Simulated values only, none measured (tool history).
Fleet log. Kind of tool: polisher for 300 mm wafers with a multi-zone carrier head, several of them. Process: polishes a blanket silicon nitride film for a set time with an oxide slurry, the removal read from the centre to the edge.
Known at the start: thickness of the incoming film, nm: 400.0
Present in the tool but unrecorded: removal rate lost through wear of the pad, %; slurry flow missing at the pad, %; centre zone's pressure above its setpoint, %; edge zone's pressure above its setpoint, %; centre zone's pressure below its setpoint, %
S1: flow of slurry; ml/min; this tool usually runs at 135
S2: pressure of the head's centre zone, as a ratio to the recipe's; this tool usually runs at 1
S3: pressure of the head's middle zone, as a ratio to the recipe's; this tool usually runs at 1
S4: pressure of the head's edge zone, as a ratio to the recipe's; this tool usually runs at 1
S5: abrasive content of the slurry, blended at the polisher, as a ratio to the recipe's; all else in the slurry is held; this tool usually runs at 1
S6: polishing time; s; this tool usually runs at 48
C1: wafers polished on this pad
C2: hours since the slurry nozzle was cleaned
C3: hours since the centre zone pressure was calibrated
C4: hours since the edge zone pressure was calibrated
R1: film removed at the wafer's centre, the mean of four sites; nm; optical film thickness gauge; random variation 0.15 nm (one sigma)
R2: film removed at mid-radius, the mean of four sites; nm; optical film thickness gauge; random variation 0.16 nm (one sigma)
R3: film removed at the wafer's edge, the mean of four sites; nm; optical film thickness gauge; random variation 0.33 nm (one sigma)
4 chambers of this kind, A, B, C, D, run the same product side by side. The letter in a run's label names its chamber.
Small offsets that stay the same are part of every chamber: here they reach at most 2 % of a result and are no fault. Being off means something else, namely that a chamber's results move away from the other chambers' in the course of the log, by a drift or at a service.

{"hour": 0.2, "done": "chamber B: centre zone pressure recalibrated"}
{"run": "1A", "hour": 11.7, "S1": 135, "S2": 1, "S3": 1, "S4": 1, "S5": 1, "S6": 48, "C1": 413, "C2": 321.2, "C3": 203.8, "C4": 901.3, "R1": 22.553, "R2": 22.72, "R3": 22.477}
{"hour": 15.0, "done": "chamber A: slurry nozzle cleaned"}
{"run": "2D", "hour": 21.7, "S1": 135, "S2": 1, "S3": 1, "S4": 1, "S5": 1, "S6": 48, "C1": 1135, "C2": 47.6, "C3": 212.1, "C4": 564.2, "R1": 22.558, "R2": 22.724, "R3": 22.464}
{"hour": 31.2, "done": "chamber D: edge zone pressure recalibrated"}
{"hour": 32.9, "done": "chamber D: worn pad replaced by a new one"}
{"run": "3C", "hour": 33.9, "S1": 135, "S2": 1, "S3": 1, "S4": 1, "S5": 1, "S6": 48, "C1": 293, "C2": 740.8, "C3": 435.5, "C4": 909.6, "R1": 22.482, "R2": 22.187, "R3": 21.322}
{"run": "4B", "hour": 47.0, "S1": 135, "S2": 1, "S3": 1, "S4": 1, "S5": 1, "S6": 48, "C1": 663, "C2": 298.1, "C3": 46.9, "C4": 238.5, "R1": 22.93, "R2": 22.483, "R3": 21.901}
{"run": "5A", "hour": 54.6, "S1": 135, "S2": 1, "S3": 1, "S4": 1, "S5": 1, "S6": 48, "C1": 746, "C2": 39.6, "C3": 246.7, "C4": 944.2, "R1": 22.848, "R2": 22.94, "R3": 22.464}
{"run": "6D", "hour": 62.0, "S1": 135, "S2": 1, "S3": 1, "S4": 1, "S5": 1, "S6": 59, "C1": 226, "C2": 87.9, "C3": 252.4, "C4": 30.8, "R1": 27.598, "R2": 27.755, "R3": 28.776}
{"run": "7C", "hour": 74.5, "S1": 135, "S2": 1, "S3": 1, "S4": 1, "S5": 1, "S6": 59, "C1": 608, "C2": 781.4, "C3": 476.1, "C4": 950.2, "R1": 27.359, "R2": 27.666, "R3": 27.362}
{"hour": 81.5, "done": "chamber B: slurry nozzle cleaned"}
{"hour": 83.8, "done": "chamber A: worn pad replaced by a new one"}
{"run": "8B", "hour": 87.3, "S1": 135, "S2": 1, "S3": 1, "S4": 1, "S5": 1, "S6": 59, "C1": 976, "C2": 5.8, "C3": 87.2, "C4": 278.8, "R1": 27.713, "R2": 27.662, "R3": 26.706}
{"run": "9B", "hour": 95.6, "S1": 135, "S2": 1, "S3": 1, "S4": 1, "S5": 1, "S6": 59, "C1": 1041, "C2": 14.1, "C3": 95.5, "C4": 287.1, "R1": 27.959, "R2": 28.016, "R3": 28.337}
{"hour": 103.2, "done": "chamber B: edge zone pressure recalibrated"}
{"run": "10C", "hour": 106.2, "S1": 135, "S2": 1, "S3": 1, "S4": 1, "S5": 1, "S6": 48, "C1": 854, "C2": 813.1, "C3": 507.8, "C4": 981.9, "R1": 22.447, "R2": 22.471, "R3": 22.521}
{"hour": 106.3, "done": "chamber B: worn pad replaced by a new one"}
{"hour": 108.8, "done": "chamber A: edge zone pressure recalibrated"}
{"run": "11A", "hour": 112.7, "S1": 135, "S2": 1, "S3": 1, "S4": 1, "S5": 1, "S6": 48, "C1": 225, "C2": 97.7, "C3": 304.8, "C4": 3.9, "R1": 22.321, "R2": 22.693, "R3": 23.299}
{"run": "12D", "hour": 125.9, "S1": 135, "S2": 1, "S3": 1, "S4": 1, "S5": 1, "S6": 48, "C1": 722, "C2": 151.8, "C3": 316.3, "C4": 94.7, "R1": 22.283, "R2": 22.615, "R3": 22.611}
{"run": "13C", "hour": 140.1, "S1": 135, "S2": 1, "S3": 1, "S4": 1, "S5": 1, "S6": 48, "C1": 1118, "C2": 847, "C3": 541.7, "C4": 1015.8, "R1": 22.383, "R2": 22.539, "R3": 22.169}
{"run": "14B", "hour": 147.5, "S1": 135, "S2": 1, "S3": 1, "S4": 1, "S5": 1, "S6": 48, "C1": 320, "C2": 66, "C3": 147.4, "C4": 44.4, "R1": 22.718, "R2": 22.772, "R3": 22.095}
{"run": "15A", "hour": 158.8, "S1": 135, "S2": 1, "S3": 1, "S4": 1, "S5": 1, "S6": 48, "C1": 583, "C2": 143.8, "C3": 350.9, "C4": 50, "R1": 22.692, "R2": 23.02, "R3": 22.051}
{"hour": 160.5, "done": "chamber C: worn pad replaced by a new one"}
{"run": "16D", "hour": 173.6, "S1": 135, "S2": 1, "S3": 1, "S4": 1, "S5": 1, "S6": 48, "C1": 1093, "C2": 199.5, "C3": 364, "C4": 142.4, "R1": 22.4, "R2": 22.545, "R3": 23.021}
{"hour": 178.4, "done": "chamber C: slurry nozzle cleaned"}
{"run": "17C", "hour": 180.4, "S1": 135, "S2": 1, "S3": 1, "S4": 1, "S5": 1, "S6": 48, "C1": 154, "C2": 2.1, "C3": 582, "C4": 1056.1, "R1": 22.223, "R2": 22.276, "R3": 21.869}
{"hour": 181.8, "done": "chamber A: worn pad replaced by a new one"}
{"hour": 186.1, "done": "chamber D: worn pad replaced by a new one"}
{"run": "18A", "hour": 193.7, "S1": 135, "S2": 1, "S3": 1, "S4": 1, "S5": 1, "S6": 48, "C1": 92, "C2": 178.7, "C3": 385.8, "C4": 84.9, "R1": 22.658, "R2": 22.442, "R3": 22.388}
{"run": "19B", "hour": 201.2, "S1": 135, "S2": 1, "S3": 1, "S4": 1, "S5": 1, "S6": 48, "C1": 737, "C2": 119.7, "C3": 201.1, "C4": 98.1, "R1": 22.549, "R2": 22.502, "R3": 21.952}
{"run": "20D", "hour": 209.0, "S1": 135, "S2": 1, "S3": 1, "S4": 1, "S5": 1, "S6": 48, "C1": 178, "C2": 234.9, "C3": 399.4, "C4": 177.8, "R1": 22.343, "R2": 22.808, "R3": 22.602}
{"run": "21A", "hour": 217.4, "S1": 135, "S2": 1, "S3": 1, "S4": 1, "S5": 1, "S6": 48, "C1": 277, "C2": 202.4, "C3": 409.5, "C4": 108.6, "R1": 22.546, "R2": 22.932, "R3": 22.75}
{"run": "22C", "hour": 230.0, "S1": 135, "S2": 1, "S3": 1, "S4": 1, "S5": 1, "S6": 48, "C1": 540, "C2": 51.7, "C3": 631.6, "C4": 1105.7, "R1": 22.253, "R2": 22.498, "R3": 22.133}
{"run": "23D", "hour": 237.5, "S1": 135, "S2": 1, "S3": 1, "S4": 1, "S5": 1, "S6": 48, "C1": 399, "C2": 263.4, "C3": 427.9, "C4": 206.3, "R1": 22.475, "R2": 22.887, "R3": 22.508}
{"hour": 243.8, "done": "chamber B: worn pad replaced by a new one"}
{"run": "24B", "hour": 245.5, "S1": 135, "S2": 1, "S3": 1, "S4": 1, "S5": 1, "S6": 48, "C1": 13, "C2": 164, "C3": 245.4, "C4": 142.4, "R1": 22.592, "R2": 22.673, "R3": 22.64}
{"hour": 254.4, "done": "chamber C: centre zone pressure recalibrated"}
{"run": "25B", "hour": 255.0, "S1": 135, "S2": 1, "S3": 1, "S4": 1, "S5": 1, "S6": 48, "C1": 87, "C2": 173.5, "C3": 254.9, "C4": 151.9, "R1": 22.621, "R2": 22.252, "R3": 22.426}
{"run": "26C", "hour": 264.6, "S1": 135, "S2": 1, "S3": 1, "S4": 1, "S5": 1, "S6": 48, "C1": 809, "C2": 86.3, "C3": 10.3, "C4": 1140.3, "R1": 20.569, "R2": 22.584, "R3": 21.655}
{"run": "27D", "hour": 272.3, "S1": 135, "S2": 1, "S3": 1, "S4": 1, "S5": 1, "S6": 48, "C1": 670, "C2": 298.2, "C3": 462.7, "C4": 241.1, "R1": 22.718, "R2": 22.647, "R3": 23.01}
{"hour": 278.0, "done": "chamber A: worn pad replaced by a new one"}
{"run": "28A", "hour": 279.6, "S1": 135, "S2": 1, "S3": 1, "S4": 1, "S5": 1, "S6": 48, "C1": 13, "C2": 264.6, "C3": 471.7, "C4": 170.8, "R1": 22.506, "R2": 22.576, "R3": 22.622}
{"run": "29B", "hour": 292.5, "S1": 135, "S2": 1, "S3": 1, "S4": 1, "S5": 1, "S6": 48, "C1": 378, "C2": 211, "C3": 292.4, "C4": 189.4, "R1": 22.534, "R2": 22.665, "R3": 22.51}
{"hour": 298.3, "done": "chamber C: worn pad replaced by a new one"}
{"run": "30A", "hour": 302.1, "S1": 135, "S2": 1, "S3": 1, "S4": 1, "S5": 1, "S6": 48, "C1": 187, "C2": 287.1, "C3": 494.2, "C4": 193.3, "R1": 22.611, "R2": 22.664, "R3": 22.269}
{"hour": 305.4, "done": "chamber D: worn pad replaced by a new one"}
{"hour": 312.4, "done": "chamber D: slurry nozzle cleaned"}
{"run": "31C", "hour": 314.3, "S1": 135, "S2": 1, "S3": 1, "S4": 1, "S5": 1, "S6": 48, "C1": 124, "C2": 136, "C3": 60, "C4": 1190, "R1": 20.639, "R2": 22.537, "R3": 21.779}
{"hour": 325.6, "done": "chamber D: centre zone pressure recalibrated"}
{"run": "32D", "hour": 329.0, "S1": 135, "S2": 1, "S3": 1, "S4": 1, "S5": 1, "S6": 48, "C1": 183, "C2": 16.7, "C3": 3.5, "C4": 297.8, "R1": 22.693, "R2": 22.412, "R3": 22.959}
{"run": "33A", "hour": 340.1, "S1": 135, "S2": 1, "S3": 1, "S4": 1, "S5": 1, "S6": 48, "C1": 483, "C2": 325.1, "C3": 532.2, "C4": 231.3, "R1": 22.468, "R2": 22.663, "R3": 21.863}
{"run": "34C", "hour": 352.8, "S1": 135, "S2": 1, "S3": 1, "S4": 1, "S5": 1, "S6": 48, "C1": 423, "C2": 174.5, "C3": 98.5, "C4": 1228.5, "R1": 20.68, "R2": 22.476, "R3": 22.64}
{"run": "35B", "hour": 360.8, "S1": 135, "S2": 1, "S3": 1, "S4": 1, "S5": 1, "S6": 48, "C1": 909, "C2": 279.3, "C3": 360.7, "C4": 257.7, "R1": 22.488, "R2": 22.35, "R3": 21.471}
{"run": "36D", "hour": 373.8, "S1": 135, "S2": 1, "S3": 1, "S4": 1, "S5": 1, "S6": 48, "C1": 531, "C2": 61.5, "C3": 48.3, "C4": 342.6, "R1": 22.481, "R2": 22.423, "R3": 22.698}
{"run": "37B", "hour": 383.7, "S1": 135, "S2": 1, "S3": 1, "S4": 1, "S5": 1, "S6": 48, "C1": 1087, "C2": 302.2, "C3": 383.6, "C4": 280.6, "R1": 22.739, "R2": 22.665, "R3": 22.307}
{"run": "38A", "hour": 391.5, "S1": 170, "S2": 1, "S3": 1.06, "S4": 1, "S5": 1, "S6": 48, "C1": 882, "C2": 376.5, "C3": 583.6, "C4": 282.7, "R1": 23.644, "R2": 25.023, "R3": 22.957}
{"hour": 398.6, "done": "chamber A: worn pad replaced by a new one"}
{"run": "39D", "hour": 403.8, "S1": 170, "S2": 1, "S3": 1.06, "S4": 1, "S5": 1, "S6": 48, "C1": 765, "C2": 91.5, "C3": 78.3, "C4": 372.6, "R1": 23.659, "R2": 24.954, "R3": 23.702}
{"run": "40C", "hour": 410.2, "S1": 170, "S2": 1, "S3": 1.06, "S4": 1, "S5": 1, "S6": 48, "C1": 869, "C2": 231.9, "C3": 155.9, "C4": 1285.9, "R1": 21.799, "R2": 24.924, "R3": 23.261}
{"run": "41C", "hour": 419.5, "S1": 170, "S2": 1, "S3": 1.06, "S4": 1, "S5": 1, "S6": 48, "C1": 942, "C2": 241.2, "C3": 165.2, "C4": 1295.2, "R1": 21.973, "R2": 24.733, "R3": 22.799}
{"hour": 428.8, "done": "chamber A: slurry nozzle cleaned"}
{"run": "42A", "hour": 431.3, "S1": 135, "S2": 1, "S3": 1, "S4": 1, "S5": 1, "S6": 48, "C1": 254, "C2": 2.5, "C3": 623.4, "C4": 322.5, "R1": 22.58, "R2": 22.679, "R3": 22.888}

One chamber off, gauge drift, or nothing amiss beyond the chambers' own small offsets? If it is a chamber, which one, and what is the likeliest cause?

A service left chamber C off against the others.
Cause: centre zone's pressure below its setpoint, % = 7.69.

Chamber C could run next with any of the 4 candidate recipes listed below; each alters the usual settings, and their results appear as question marks. Which one brings its results back in line with what the other chambers deliver on the usual settings?
To be in line, a result may differ from the other chambers' mean on the usual settings by at most: R1 0.52 nm; R2 0.56 nm; R3 1.2 nm
{"run": "43C-1", "hour": 441.9, "S1": 130, "S2": 0.91, "S3": 1.03, "S4": 1.02, "S5": 1, "S6": 46, "R1": "?", "R2": "?", "R3": "?"}
{"run": "43C-2", "hour": 441.9, "S1": 130, "S2": 0.95, "S3": 1.01, "S4": 1.01, "S5": 1, "S6": 47, "R1": "?", "R2": "?", "R3": "?"}
{"run": "43C-3", "hour": 441.9, "S1": 140, "S2": 1.06, "S3": 0.98, "S4": 0.99, "S5": 1, "S6": 49, "R1": "?", "R2": "?", "R3": "?"}
{"run": "43C-4", "hour": 441.9, "S1": 140, "S2": 1.1, "S3": 0.97, "S4": 0.97, "S5": 1, "S6": 50, "R1": "?", "R2": "?", "R3": "?"}

Usual-settings mean across the other chambers: R1 22.586 nm; R2 22.649 nm; R3 22.505 nm
run=43C-1 R1=17.728 R2=21.987 R3=21.247
run=43C-2 R1=19.005 R2=22.056 R3=21.604
run=43C-3 R1=22.768 R2=22.698 R3=22.547
run=43C-4 R1=24.198 R2=22.939 R3=22.77
43C-3 is the one that brings the chamber's results back in line with the other chambers.
